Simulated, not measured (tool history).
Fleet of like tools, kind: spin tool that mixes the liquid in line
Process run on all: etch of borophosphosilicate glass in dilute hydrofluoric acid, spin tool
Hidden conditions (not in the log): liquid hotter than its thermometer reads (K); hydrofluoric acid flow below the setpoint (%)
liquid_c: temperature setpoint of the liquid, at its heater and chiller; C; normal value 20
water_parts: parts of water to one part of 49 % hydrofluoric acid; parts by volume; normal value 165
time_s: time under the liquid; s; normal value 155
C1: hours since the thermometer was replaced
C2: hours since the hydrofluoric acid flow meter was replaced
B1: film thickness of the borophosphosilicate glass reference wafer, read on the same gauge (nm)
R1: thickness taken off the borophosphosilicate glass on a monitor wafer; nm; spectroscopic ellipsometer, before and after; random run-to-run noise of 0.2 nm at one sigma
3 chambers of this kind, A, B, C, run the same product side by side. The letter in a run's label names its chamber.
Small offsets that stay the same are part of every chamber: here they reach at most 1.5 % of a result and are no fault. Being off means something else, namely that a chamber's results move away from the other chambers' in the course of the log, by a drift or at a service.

Run 1A, hour 5.8: usual settings; C1 475.1; C2 541.4; B1 120. Result: R1 22.959 nm.
Run 2B, hour 13.3: usual settings; C1 913.7; C2 420.4; B1 119.98. Result: R1 22.797 nm.
Run 3C, hour 24.1: usual settings; C1 245.7; C2 151.8; B1 120. Result: R1 23.168 nm.
Run 4B, hour 30.6: usual settings; C1 931; C2 437.7; B1 120.01. Result: R1 22.615 nm.
Run 5C, hour 39.5: usual settings; C1 261.1; C2 167.2; B1 120. Result: R1 23.018 nm.
Run 6A, hour 49.6: usual settings; C1 518.9; C2 585.2; B1 119.99. Result: R1 22.674 nm.
Run 7A, hour 57.2: usual settings; C1 526.5; C2 592.8; B1 119.99. Result: R1 22.257 nm.
Run 8C, hour 63.1: usual settings; C1 284.7; C2 190.8; B1 120.01. Result: R1 23.065 nm.
Run 9B, hour 74.5: usual settings but liquid_c 17 C, water_parts 215 parts by volume; C1 974.9; C2 481.6; B1 119.99. Result: R1 14.719 nm.
Run 10B, hour 84.7: usual settings but liquid_c 17 C, water_parts 215 parts by volume; C1 985.1; C2 491.8; B1 120.01. Result: R1 14.783 nm.
Run 11A, hour 95.9: usual settings but liquid_c 17 C, water_parts 215 parts by volume; C1 565.2; C2 631.5; B1 120.01. Result: R1 14.651 nm.
Run 12C, hour 103.7: usual settings; C1 325.3; C2 231.4; B1 120.01. Result: R1 22.849 nm.
Run 13B, hour 113.3: usual settings; C1 1013.7; C2 520.4; B1 120. Result: R1 22.485 nm.
Run 14A, hour 120.2: usual settings; C1 589.5; C2 655.8; B1 119.99. Result: R1 22.498 nm.
Run 15C, hour 128.8: usual settings; C1 350.4; C2 256.5; B1 120. Result: R1 22.948 nm.
Run 16A, hour 138: usual settings; C1 607.3; C2 673.6; B1 120. Result: R1 22.677 nm.
Run 17B, hour 147: usual settings but time_s 105 s; C1 1047.4; C2 554.1; B1 119.99. Result: R1 15.268 nm.
Run 18C, hour 152.7: usual settings but time_s 105 s; C1 374.3; C2 280.4; B1 120. Result: R1 15.85 nm.
Run 19C, hour 158: usual settings but time_s 105 s; C1 379.6; C2 285.7; B1 120. Result: R1 15.584 nm.
Run 20A, hour 165.1: usual settings; C1 634.4; C2 700.7; B1 120.01. Result: R1 22.506 nm.
Run 21B, hour 173.5: usual settings; C1 1073.9; C2 580.6; B1 120.01. Result: R1 22.064 nm.
Run 22C, hour 181.7: usual settings; C1 403.3; C2 309.4; B1 120.01. Result: R1 22.865 nm.
Run 23B, hour 192.5: usual settings; C1 1092.9; C2 599.6; B1 120. Result: R1 22.164 nm.
Run 24A, hour 202.1: usual settings; C1 671.4; C2 737.7; B1 119.99. Result: R1 22.514 nm.
Run 25B, hour 213.1: usual settings; C1 1113.5; C2 620.2; B1 120. Result: R1 21.642 nm.
Run 26A, hour 222.3: usual settings; C1 691.6; C2 757.9; B1 120. Result: R1 22.472 nm.
Run 27C, hour 231.2: usual settings; C1 452.8; C2 358.9; B1 120. Result: R1 22.659 nm.
Run 28C, hour 237.3: usual settings; C1 458.9; C2 365; B1 120.02. Result: R1 23.077 nm.
Run 29A, hour 244.5: usual settings; C1 713.8; C2 780.1; B1 120.01. Result: R1 22.829 nm.
Run 30B, hour 254.5: usual settings; C1 1154.9; C2 661.6; B1 119.99. Result: R1 21.649 nm.
Run 31B, hour 260.6: usual settings; C1 1161; C2 667.7; B1 120.02. Result: R1 21.579 nm.
Run 32C, hour 267.8: usual settings; C1 489.4; C2 395.5; B1 119.99. Result: R1 23.022 nm.
Run 33A, hour 273.5: usual settings; C1 742.8; C2 809.1; B1 120. Result: R1 22.394 nm.
Run 34C, hour 279.2: usual settings; C1 500.8; C2 406.9; B1 119.98. Result: R1 22.871 nm.
Run 35A, hour 287.3: usual settings; C1 756.6; C2 822.9; B1 120.01. Result: R1 22.705 nm.
Run 36B, hour 294.7: usual settings; C1 1195.1; C2 701.8; B1 120.02. Result: R1 21.373 nm.
Run 37A, hour 306.2: usual settings; C1 775.5; C2 841.8; B1 120. Result: R1 22.361 nm.
Run 38B, hour 314.8: usual settings but water_parts 240 parts by volume; C1 1215.2; C2 721.9; B1 119.99. Result: R1 13.327 nm.
Run 39C, hour 321.7: usual settings but water_parts 240 parts by volume; C1 543.3; C2 449.4; B1 120.01. Result: R1 14.905 nm.
Run 40A, hour 332.2: usual settings but water_parts 240 parts by volume; C1 801.5; C2 867.8; B1 120.02. Result: R1 14.259 nm.
Run 41C, hour 343.3: usual settings; C1 564.9; C2 471; B1 120. Result: R1 22.776 nm.
Run 42B, hour 352.2: usual settings; C1 1252.6; C2 759.3; B1 120.03. Result: R1 21.206 nm.
Run 43B, hour 362: usual settings; C1 1262.4; C2 769.1; B1 120. Result: R1 20.925 nm.

Is one chamber off against the others, does the gauge drift, or is nothing wrong? If a chamber is off, say which, and what the likeliest cause is.

It is chamber B that slowly wanders off from its peers.
Likeliest cause: hydrofluoric acid flow below the setpoint (%) = 6.58.
The log might look much the same if the cause were instead: liquid colder than its thermometer reads (K).

Which of the 4 candidates below, each the usual settings with something changed and its results left as question marks, puts chamber B back in line with what the other chambers give on the usual settings?
In line here means within this much of the mean the other chambers give on the usual settings: R1 0.7 nm
Run 44B-1, hour 370.2: usual settings but water_parts 155 parts by volume. Result: R1 ?.
Run 44B-2, hour 370.2: usual settings but liquid_c 19.5 C, water_parts 175 parts by volume. Result: R1 ?.
Run 44B-3, hour 370.2: usual settings but time_s 135 s. Result: R1 ?.
Run 44B-4, hour 370.2: usual settings but water_parts 145 parts by volume. Result: R1 ?.

What the other chambers average on the usual settings: R1 22.747 nm
  run      R1
44B-1   22.44
44B-2  19.063
44B-3  18.155
44B-4  24.262
The answer is 44B-1, which returns the chamber to within the allowed miss of the others.

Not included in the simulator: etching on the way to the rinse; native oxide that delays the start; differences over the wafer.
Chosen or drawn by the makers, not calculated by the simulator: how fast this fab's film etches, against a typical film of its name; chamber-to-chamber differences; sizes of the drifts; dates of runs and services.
